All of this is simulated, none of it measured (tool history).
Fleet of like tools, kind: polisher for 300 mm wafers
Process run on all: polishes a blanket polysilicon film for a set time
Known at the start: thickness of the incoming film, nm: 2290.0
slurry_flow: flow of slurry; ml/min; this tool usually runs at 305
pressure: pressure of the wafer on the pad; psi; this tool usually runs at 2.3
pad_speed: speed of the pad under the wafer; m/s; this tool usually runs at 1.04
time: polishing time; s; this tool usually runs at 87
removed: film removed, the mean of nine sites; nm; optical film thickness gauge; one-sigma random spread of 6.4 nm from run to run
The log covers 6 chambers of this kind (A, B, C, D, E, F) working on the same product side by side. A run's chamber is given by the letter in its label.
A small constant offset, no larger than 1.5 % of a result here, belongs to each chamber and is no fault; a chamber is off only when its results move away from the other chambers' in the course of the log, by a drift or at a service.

run	hour	slurry_flow	pressure	pad_speed	time	wafers polished on this pad	hours since the slurry nozzle was cleaned	hours since the head pressure was calibrated	removed
1E	3.0	305	2.3	1.04	87	596	202.6	1140.1	492.01
2B	8.9	305	2.3	1.04	87	297	308.8	461.4	508.76
3A	11.8	305	2.3	1.04	87	956	28.5	738.5	479.25
4F	15.6	305	2.3	1.04	87	570	538.0	382.8	487.40
# hour 18.7: chamber E: slurry nozzle cleaned
# hour 18.8: chamber C: worn pad replaced by a new one
5D	19.0	305	2.3	1.04	87	1081	661.3	79.0	497.78
# hour 22.6: chamber D: worn pad replaced by a new one
6C	23.7	305	2.3	1.04	87	59	88.9	91.1	492.26
7D	26.9	305	2.3	1.04	87	52	669.2	86.9	503.07
# hour 32.4: chamber A: worn pad replaced by a new one
8E	32.7	305	2.3	1.04	87	953	14.0	1169.8	499.55
9C	38.8	305	2.3	1.04	87	240	104.0	106.2	505.51
10F	42.1	305	2.3	1.04	87	889	564.5	409.3	496.14
11B	46.0	305	2.3	1.04	87	744	345.9	498.5	513.95
# hour 50.1: chamber F: worn pad replaced by a new one
12A	51.8	305	2.3	1.04	87	233	68.5	778.5	499.75
13A	55.1	305	2.3	1.04	87	273	71.8	781.8	489.24
14D	60.6	305	2.3	1.04	87	458	702.9	120.6	503.14
15C	63.9	305	2.3	0.92	87	542	129.1	131.3	429.52
16B	69.6	305	2.3	0.92	87	1028	369.5	522.1	448.10
# hour 71.4: chamber C: worn pad replaced by a new one
17F	75.5	305	2.3	0.92	87	306	597.9	442.7	428.79
# hour 77.0: chamber B: worn pad replaced by a new one
18E	80.2	305	2.3	0.92	87	1525	61.5	1217.3	425.34
19F	85.4	305	2.3	0.92	87	425	607.8	452.6	420.95
20C	90.9	305	2.3	0.92	87	234	156.1	158.3	439.93
21E	95.7	305	2.3	1.04	87	1711	77.0	1232.8	480.24
22B	99.1	305	2.3	1.04	87	266	399.0	551.6	516.25
23A	104.1	305	2.3	1.04	87	862	120.8	830.8	489.77
24D	109.7	305	2.3	0.86	87	1049	752.0	169.7	407.11
25F	114.0	305	2.3	0.86	87	769	636.4	481.2	413.42
26D	116.7	305	2.3	0.86	87	1133	759.0	176.7	408.15
# hour 117.8: chamber D: worn pad replaced by a new one
# hour 118.1: chamber A: worn pad replaced by a new one
# hour 119.5: chamber F: worn pad replaced by a new one
# hour 120.1: chamber C: worn pad replaced by a new one
27C	120.7	305	2.3	0.86	87	7	185.9	188.1	414.33
28A	125.3	305	2.3	0.86	87	86	142.0	852.0	410.87
29B	131.4	305	2.3	0.86	87	655	431.3	583.9	414.59
30E	134.5	305	2.3	1.04	116	2178	115.8	1271.6	612.69
31C	137.4	305	2.3	1.04	116	208	202.6	204.8	664.29
32B	142.4	305	2.3	1.04	116	787	442.3	594.9	669.75
# hour 143.3: chamber F: slurry nozzle cleaned
33F	145.8	305	2.3	1.04	116	317	2.6	513.0	650.29
34A	150.6	305	2.3	1.04	116	391	167.3	877.3	649.24
35D	154.4	305	2.3	1.04	116	441	796.7	214.4	652.51
36E	157.2	305	2.3	1.04	87	2452	138.5	1294.3	444.67
37D	160.1	305	2.3	1.34	87	510	802.4	220.1	636.15
38A	164.6	305	2.3	1.34	87	559	181.3	891.3	649.63

Decide between three cases: one chamber stands off from its peers, the gauge reading all wafers drifts, or nothing is wrong past each chamber's small offset. Where a chamber is off, say which and what most likely put it there.

One chamber, E, drifts off from the rest bit by bit.
Likeliest cause: removal rate lost through wear of the pad, % = 11.8.
The log may not separate it from: head's pressure below its setpoint, %.

Which of the 4 candidates below, each the usual settings with something changed and its results left as question marks, puts chamber E back in line with what the other chambers give on the usual settings?
To be in line, a result may differ from the other chambers' mean on the usual settings by at most: removed 22.00 nm
39E-1	169.0	300	1.9	1.04	87				?
39E-2	169.0	305	2.3	1.26	87				?
39E-3	169.0	305	2.3	0.98	82				?
39E-4	169.0	305	2.3	1.04	98				?

On the usual settings, the other chambers give on average: removed 499.03 nm
run	removed
39E-1	366.46
39E-2	539.86
39E-3	395.08
39E-4	501.30
The right change is 39E-4: it brings the chamber back within the allowed miss of the others.
